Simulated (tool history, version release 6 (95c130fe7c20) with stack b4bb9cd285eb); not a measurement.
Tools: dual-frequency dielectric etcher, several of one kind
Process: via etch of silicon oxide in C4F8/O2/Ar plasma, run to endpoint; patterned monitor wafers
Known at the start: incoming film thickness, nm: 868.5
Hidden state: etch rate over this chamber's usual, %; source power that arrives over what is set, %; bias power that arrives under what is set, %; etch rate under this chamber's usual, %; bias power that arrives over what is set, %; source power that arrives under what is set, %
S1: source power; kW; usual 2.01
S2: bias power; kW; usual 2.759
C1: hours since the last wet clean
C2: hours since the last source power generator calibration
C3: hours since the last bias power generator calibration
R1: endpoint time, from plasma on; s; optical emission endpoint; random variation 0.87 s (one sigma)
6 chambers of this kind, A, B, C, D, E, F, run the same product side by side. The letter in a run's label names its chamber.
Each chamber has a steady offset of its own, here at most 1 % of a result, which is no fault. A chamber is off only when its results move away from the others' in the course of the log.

run 1B day=0.229 | S1=2.01 S2=2.759 | C1=588.4 C2=4474.8 C3=2121.1 | R1=156.04
run 2F day=0.396 | S1=2.01 S2=2.759 | C1=256.5 C2=209.2 C3=3145.9 | R1=155.1
run 3D day=0.6 | S1=2.01 S2=2.759 | C1=121.7 C2=1692.6 C3=1068.5 | R1=155.95
run 4A day=0.717 | S1=2.01 S2=2.759 | C1=544.3 C2=3423.2 C3=980.5 | R1=155.29
run 5C day=0.883 | S1=2.01 S2=2.759 | C1=72.2 C2=431 C3=1801 | R1=154.85
run 6E day=1.029 | S1=1.65 S2=2.248 | C1=518.6 C2=1637.5 C3=2995.3 | R1=179.73
run 7F day=1.25 | S1=1.65 S2=2.248 | C1=277 C2=229.7 C3=3166.4 | R1=178.39
run 8B day=1.429 | S1=1.65 S2=2.248 | C1=617.2 C2=4503.6 C3=2149.9 | R1=179.81
run 9A day=1.671 | S1=1.65 S2=2.248 | C1=567.2 C2=3446.1 C3=1003.4 | R1=181.15
-- day=1.729 chamber B: wet clean of the chamber
run 10C day=1.85 | S1=1.65 S2=2.248 | C1=95.4 C2=454.2 C3=1824.2 | R1=177.44
run 11E day=1.979 | S1=1.65 S2=2.248 | C1=541.4 C2=1660.3 C3=3018.1 | R1=177.7
run 12D day=2.104 | S1=2.01 S2=2.759 | C1=157.8 C2=1728.7 C3=1104.6 | R1=156.04
-- day=2.267 chamber E: wet clean of the chamber
run 13E day=2.308 | S1=2.01 S2=2.759 | C1=1 C2=1668.2 C3=3026 | R1=150.03
run 14C day=2.475 | S1=2.01 S2=2.759 | C1=110.4 C2=469.2 C3=1839.2 | R1=155.36
run 15D day=2.7 | S1=2.01 S2=2.759 | C1=172.1 C2=1743 C3=1118.9 | R1=154.89
run 16F day=2.912 | S1=2.01 S2=2.759 | C1=316.9 C2=269.6 C3=3206.3 | R1=154.87
run 17A day=3.108 | S1=2.01 S2=2.759 | C1=601.7 C2=3480.6 C3=1037.9 | R1=155.49
run 18B day=3.246 | S1=2.01 S2=2.759 | C1=36.5 C2=4547.2 C3=2193.5 | R1=156.25
run 19A day=3.479 | S1=2.01 S2=2.759 | C1=610.6 C2=3489.5 C3=1046.8 | R1=154.84
run 20C day=3.646 | S1=2.01 S2=2.759 | C1=138.5 C2=497.3 C3=1867.3 | R1=154.15
run 21B day=3.8 | S1=2.01 S2=2.759 | C1=49.8 C2=4560.5 C3=2206.8 | R1=154.72
-- day=3.975 chamber A: wet clean of the chamber
run 22F day=4.017 | S1=2.01 S2=2.759 | C1=343.4 C2=296.1 C3=3232.8 | R1=157.47
run 23E day=4.204 | S1=1.85 S2=2.759 | C1=46.5 C2=1713.7 C3=3071.5 | R1=155.22
run 24D day=4.392 | S1=1.85 S2=2.759 | C1=212.7 C2=1783.6 C3=1159.5 | R1=161.44
run 25C day=4.575 | S1=1.85 S2=2.759 | C1=160.8 C2=519.6 C3=1889.6 | R1=160.09
run 26D day=4.779 | S1=1.85 S2=2.759 | C1=222 C2=1792.9 C3=1168.8 | R1=160.74
run 27F day=4.958 | S1=1.85 S2=2.759 | C1=366 C2=318.7 C3=3255.4 | R1=159.95
run 28A day=5.175 | S1=1.85 S2=2.759 | C1=28.8 C2=3530.2 C3=1087.5 | R1=159.55
run 29E day=5.329 | S1=2.01 S2=2.759 | C1=73.5 C2=1740.7 C3=3098.5 | R1=151.19
run 30B day=5.496 | S1=2.01 S2=2.759 | C1=90.5 C2=4601.2 C3=2247.5 | R1=156.22
run 31B day=5.608 | S1=2.01 S2=2.759 | C1=93.2 C2=4603.9 C3=2250.2 | R1=154.48
run 32D day=5.838 | S1=2.01 S2=2.759 | C1=247.4 C2=1818.3 C3=1194.2 | R1=155.6
run 33A day=6.083 | S1=2.01 S2=2.759 | C1=50.6 C2=3552 C3=1109.3 | R1=155.58
run 34F day=6.192 | S1=2.01 S2=2.759 | C1=395.6 C2=348.3 C3=3285 | R1=154.21
run 35E day=6.379 | S1=2.01 S2=2.759 | C1=98.7 C2=1765.9 C3=3123.7 | R1=150.27
run 36C day=6.596 | S1=2.01 S2=2.759 | C1=209.3 C2=568.1 C3=1938.1 | R1=153.18
-- day=6.617 chamber F: wet clean of the chamber
run 37F day=6.717 | S1=2.01 S2=2.759 | C1=2.4 C2=360.9 C3=3297.6 | R1=155.65
run 38E day=6.921 | S1=2.01 S2=2.759 | C1=111.7 C2=1778.9 C3=3136.7 | R1=148.75
run 39A day=7.038 | S1=2.01 S2=2.759 | C1=73.5 C2=3574.9 C3=1132.2 | R1=156.68
run 40D day=7.158 | S1=2.42 S2=3.107 | C1=279.1 C2=1850 C3=1225.9 | R1=140.57
run 41B day=7.338 | S1=2.42 S2=3.107 | C1=134.7 C2=4645.4 C3=2291.7 | R1=139.89
run 42C day=7.55 | S1=2.42 S2=3.107 | C1=232.2 C2=591 C3=1961 | R1=137.29

Next, every chamber runs the same settings. What will each give?
run 43A day=7.729 | S1=2.01 S2=2.759 | R1=?
run 43B day=7.729 | S1=2.01 S2=2.759 | R1=?
run 43C day=7.729 | S1=2.01 S2=2.759 | R1=?
run 43D day=7.729 | S1=2.01 S2=2.759 | R1=?
run 43E day=7.729 | S1=2.01 S2=2.759 | R1=?
run 43F day=7.729 | S1=2.01 S2=2.759 | R1=?

run=43A R1=156.63
run=43B R1=156
run=43C R1=154.18
run=43D R1=156.86
run=43E R1=151.03
run=43F R1=156.35
